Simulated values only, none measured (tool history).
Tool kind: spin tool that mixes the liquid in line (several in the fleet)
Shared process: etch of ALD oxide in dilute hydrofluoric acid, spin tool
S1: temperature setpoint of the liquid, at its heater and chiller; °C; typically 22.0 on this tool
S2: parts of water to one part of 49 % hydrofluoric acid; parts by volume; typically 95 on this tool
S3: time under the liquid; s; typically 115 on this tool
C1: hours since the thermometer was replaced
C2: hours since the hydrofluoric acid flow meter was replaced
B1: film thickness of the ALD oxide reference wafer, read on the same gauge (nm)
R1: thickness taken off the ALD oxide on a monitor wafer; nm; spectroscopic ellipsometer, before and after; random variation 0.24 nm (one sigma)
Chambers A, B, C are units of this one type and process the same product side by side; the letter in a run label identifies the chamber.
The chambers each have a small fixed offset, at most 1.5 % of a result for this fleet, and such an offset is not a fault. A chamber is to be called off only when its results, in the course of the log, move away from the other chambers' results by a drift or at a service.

run	hour	S1	S2	S3	C1	C2	B1	R1
1A	9.8	22.0	95	115	1429.5	585.6	40.004	25.151
2B	18.3	22.0	95	115	470.9	1402.1	39.969	24.755
3C	28.1	22.0	95	115	1263.7	485.2	39.972	25.889
4B	39.5	22.0	95	115	492.1	1423.3	39.972	25.171
5C	51.8	22.0	95	115	1287.4	508.9	40.012	25.367
# hour 64.1: chamber A: hydrofluoric acid flow meter replaced
6A	66.9	22.0	95	150	1486.6	2.9	40.059	33.585
7C	82.6	22.0	95	150	1318.2	539.7	39.957	32.962
8B	94.2	22.0	95	150	546.8	1478.0	40.026	32.085
9A	109.3	22.0	95	115	1529.0	45.3	39.988	25.077
10C	124.8	22.0	95	115	1360.4	581.9	40.001	25.768
11A	132.0	22.0	140	90	1551.7	68.0	39.996	12.722
12B	141.5	22.0	140	90	594.1	1525.3	40.007	12.755
# hour 149.6: chamber C: hydrofluoric acid flow meter replaced
13B	153.0	22.0	140	90	605.6	1536.8	40.024	12.467
14A	163.3	22.0	95	115	1583.0	99.3	40.000	25.523
# hour 170.5: chamber B: thermometer replaced
15C	172.6	22.0	65	115	1408.2	23.0	40.030	38.278
16B	185.6	22.0	65	115	15.2	1569.4	39.978	36.911
17C	201.7	22.0	65	115	1437.3	52.1	40.004	38.365
18A	213.8	22.0	95	115	1633.5	149.8	39.964	25.589
19C	223.2	22.0	95	115	1458.8	73.6	39.982	25.267
20A	231.9	22.0	95	115	1651.6	167.9	40.032	25.108
21B	239.9	22.0	95	115	69.5	1623.7	39.999	25.001
22C	250.7	22.0	95	115	1486.3	101.1	40.038	25.307
23B	261.1	22.0	95	115	90.7	1644.9	39.979	24.963
24A	273.5	22.0	95	115	1693.2	209.5	40.042	25.289
25A	280.6	26.5	95	115	1700.3	216.6	39.987	30.272
26B	291.2	26.5	95	115	120.8	1675.0	40.023	30.288
27C	299.1	26.5	95	115	1534.7	149.5	40.001	29.526
28B	310.1	22.0	95	115	139.7	1693.9	40.025	25.729
29C	320.4	22.0	95	115	1556.0	170.8	40.007	25.309
30A	330.0	22.0	95	115	1749.7	266.0	40.034	25.133
31C	343.5	22.0	95	115	1579.1	193.9	39.990	25.334
32B	355.1	22.0	95	115	184.7	1738.9	40.018	26.171
33A	362.4	22.0	95	115	1782.1	298.4	40.005	25.773
34B	369.9	22.0	95	115	199.5	1753.7	39.993	26.383
35C	382.9	22.0	140	185	1618.5	233.3	40.027	26.152
36A	390.4	22.0	140	185	1810.1	326.4	39.958	26.500
37B	398.6	22.0	140	185	228.2	1782.4	39.982	27.731
38A	414.1	19.5	55	115	1833.8	350.1	40.026	40.966
39C	427.1	19.5	55	115	1662.7	277.5	39.981	41.366
40A	442.9	19.5	55	115	1862.6	378.9	39.962	40.996
41B	452.5	22.0	110	115	282.1	1836.3	39.985	23.123
42C	461.7	22.0	110	115	1697.3	312.1	40.016	21.321

Predict what each chamber gives when all 3 of them run the settings below next.
43A	473.3	22.0	75	115				?
43B	473.3	22.0	75	115				?
43C	473.3	22.0	75	115				?

run	R1
43A	32.499
43B	34.967
43C	32.596
